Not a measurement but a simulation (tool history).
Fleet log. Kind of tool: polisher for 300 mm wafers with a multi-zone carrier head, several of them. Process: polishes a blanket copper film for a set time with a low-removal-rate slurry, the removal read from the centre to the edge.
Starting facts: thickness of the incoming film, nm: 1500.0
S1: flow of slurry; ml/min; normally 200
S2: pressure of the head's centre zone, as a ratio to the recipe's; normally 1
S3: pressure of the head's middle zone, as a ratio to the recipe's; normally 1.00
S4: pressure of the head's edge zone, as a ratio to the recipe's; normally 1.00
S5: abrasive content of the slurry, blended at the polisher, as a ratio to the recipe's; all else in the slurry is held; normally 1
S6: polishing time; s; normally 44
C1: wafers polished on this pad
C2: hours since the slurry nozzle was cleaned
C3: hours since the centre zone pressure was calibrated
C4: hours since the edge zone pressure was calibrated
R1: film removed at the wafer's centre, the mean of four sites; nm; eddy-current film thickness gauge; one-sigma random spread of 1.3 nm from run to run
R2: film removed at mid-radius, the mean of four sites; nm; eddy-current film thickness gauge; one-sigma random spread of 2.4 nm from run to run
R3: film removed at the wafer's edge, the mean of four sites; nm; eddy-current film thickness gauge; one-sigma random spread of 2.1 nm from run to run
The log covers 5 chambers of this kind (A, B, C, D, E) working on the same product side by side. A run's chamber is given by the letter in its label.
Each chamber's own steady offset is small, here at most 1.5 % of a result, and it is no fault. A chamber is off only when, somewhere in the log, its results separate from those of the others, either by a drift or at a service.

run   hour   S1  S2    S3    S4  S5  S6    C1     C2      C3      C4      R1      R2      R3
 1B    7.2  200   1  1.00  1.00   1  44   633  478.4   867.9   663.6  156.74  158.65  157.01
 2A   13.5  200   1  1.00  1.00   1  44   864  140.5   105.4    19.8  160.32  163.70  155.43
 3E   20.4  200   1  1.00  1.00   1  44   356  302.5   352.0    64.1  160.92  161.43  155.05
      22.1  -- chamber E: slurry nozzle cleaned
 4C   29.5  200   1  1.00  1.00   1  44   533  496.9   295.7   892.7  156.39  155.37  156.42
      29.6  -- chamber C: worn pad replaced by a new one
      41.0  -- chamber B: worn pad replaced by a new one
 5D   41.2  200   1  1.00  1.00   1  44   463  401.1   392.1   532.7  157.01  157.82  160.08
 6E   52.2  200   1  1.00  1.00   1  44   555   30.1   383.8    95.9  159.20  158.69  155.57
      60.8  -- chamber A: worn pad replaced by a new one
 7C   62.5  200   1  1.00  1.00   1  44   206  529.9   328.7   925.7  155.65  155.89  154.40
 8A   68.5  200   1  1.00  1.00   1  44    48  195.5   160.4    74.8  160.92  159.13  158.40
 9B   77.5  200   1  1.00  1.00   1  44   228  548.7   938.2   733.9  158.94  154.48  157.66
10D   85.6  200   1  1.00  1.00   1  44   741  445.5   436.5   577.1  154.67  159.94  158.75
11E   94.5  200   1  1.00  1.00   1  44   819   72.4   426.1   138.2  158.61  154.27  157.24
12C  100.4  200   1  0.95  1.00   1  30   443  567.8   366.6   963.6  106.09  101.90  105.22
     101.0  -- chamber D: centre zone pressure recalibrated
13A  108.8  200   1  0.95  1.00   1  30   300  235.8   200.7   115.1  108.77  105.08  108.08
     110.4  -- chamber B: slurry nozzle cleaned
     119.2  -- chamber C: worn pad replaced by a new one
14B  120.2  200   1  0.95  1.00   1  30   495    9.8   980.9   776.6  108.55  101.94  107.01
15D  128.4  200   1  0.95  1.00   1  30  1009  488.3    27.5   619.9  108.40  101.99  107.87
16D  140.4  200   1  0.95  1.00   1  30  1084  500.3    39.5   631.9  105.70  101.96  108.01
17B  150.2  200   1  1.00  1.00   1  44   683   39.8  1010.9   806.6  158.28  157.79  158.53
     158.8  -- chamber B: worn pad replaced by a new one
     159.2  -- chamber D: worn pad replaced by a new one
18E  159.5  200   1  1.00  1.00   1  44  1226  137.4   491.1   203.2  154.90  158.00  155.93
19C  168.0  200   1  1.00  1.00   1  44   305  635.4   434.2  1031.2  154.59  160.17  154.47
20A  175.2  200   1  1.00  1.00   1  44   715  302.2   267.1   181.5  158.06  160.07  159.39
     177.4  -- chamber C: edge zone pressure recalibrated
     180.8  -- chamber A: slurry nozzle cleaned
21C  183.3  200   1  1.00  1.00   1  44   401  650.7   449.5     5.9  156.68  160.06  158.07
22B  189.5  200   1  1.00  1.00   1  44   192   79.1  1050.2   845.9  157.27  158.52  158.11
23A  195.0  200   1  1.00  1.00   1  44   839   14.3   286.9   201.3  159.31  160.57  159.99
     199.0  -- chamber C: worn pad replaced by a new one
24E  205.7  200   1  1.00  1.00   1  44  1515  183.6   537.3   249.4  153.38  146.92  153.09
25D  213.9  200   1  1.00  1.00   1  44   342  573.8   113.0   705.4  156.61  158.30  159.71
     215.3  -- chamber A: centre zone pressure recalibrated
26E  219.3  200   1  1.00  1.00   1  44  1600  197.2   550.9   263.0  151.85  154.42  150.66
     225.5  -- chamber D: slurry nozzle cleaned
27B  228.9  200   1  1.00  1.00   1  44   438  118.5  1089.6   885.3  161.92  158.81  159.08
28D  237.9  200   1  1.00  1.00   1  44   492   12.4   137.0   729.4  156.39  160.22  158.22
29C  245.0  235   1  1.00  0.94   1  44   288  712.4   511.2    67.6  157.50  160.78  155.47
30A  253.1  235   1  1.00  0.94   1  44  1202   72.4    37.8   259.4  163.95  164.15  153.73
31C  264.8  235   1  1.00  0.94   1  44   412  732.2   531.0    87.4  161.86  163.78  156.69
32D  273.8  235   1  1.00  0.94   1  44   716   48.3   172.9   765.3  159.36  164.53  152.93
     278.8  -- chamber A: worn pad replaced by a new one
     281.8  -- chamber C: worn pad replaced by a new one
33E  284.0  235   1  1.00  0.94   1  44  2004  261.9   615.6   327.7  153.79  150.17  145.75
     292.2  -- chamber B: edge zone pressure recalibrated
34B  293.4  200   1  1.00  1.00   1  44   842  183.0  1154.1     1.2  156.14  157.45  157.09
     294.3  -- chamber E: slurry nozzle cleaned
     300.2  -- chamber B: worn pad replaced by a new one
35A  301.7  200   1  1.00  1.00   1  44   143  121.0    86.4   308.0  157.89  158.71  157.92
36C  311.7  200   1  1.00  1.00   1  44   187  779.1   577.9   134.3  157.78  155.67  161.33
37B  321.6  200   1  1.00  1.00   1  44   134  211.2  1182.3    29.4  158.70  156.10  156.81
38A  330.4  200   1  1.00  1.00   1  44   323  149.7   115.1   336.7  158.81  162.72  157.29
39D  338.3  200   1  1.00  1.00   1  44  1120  112.8   237.4   829.8  157.55  155.95  157.09
40E  344.6  200   1  1.00  1.00   1  44  2383   50.3   676.2   388.3  146.71  140.84  145.38

Next, every chamber runs the same settings. What will each give?
41A  353.5  200   1  1.00  1.00   1  51                   ?   ?   ?
41B  353.5  200   1  1.00  1.00   1  51                   ?   ?   ?
41C  353.5  200   1  1.00  1.00   1  51                   ?   ?   ?
41D  353.5  200   1  1.00  1.00   1  51                   ?   ?   ?
41E  353.5  200   1  1.00  1.00   1  51                   ?   ?   ?

run      R1      R2      R3
41A  183.35  185.70  182.82
41B  183.50  181.89  182.28
41C  181.06  185.41  181.37
41D  180.53  186.19  178.22
41E  168.79  161.27  167.87

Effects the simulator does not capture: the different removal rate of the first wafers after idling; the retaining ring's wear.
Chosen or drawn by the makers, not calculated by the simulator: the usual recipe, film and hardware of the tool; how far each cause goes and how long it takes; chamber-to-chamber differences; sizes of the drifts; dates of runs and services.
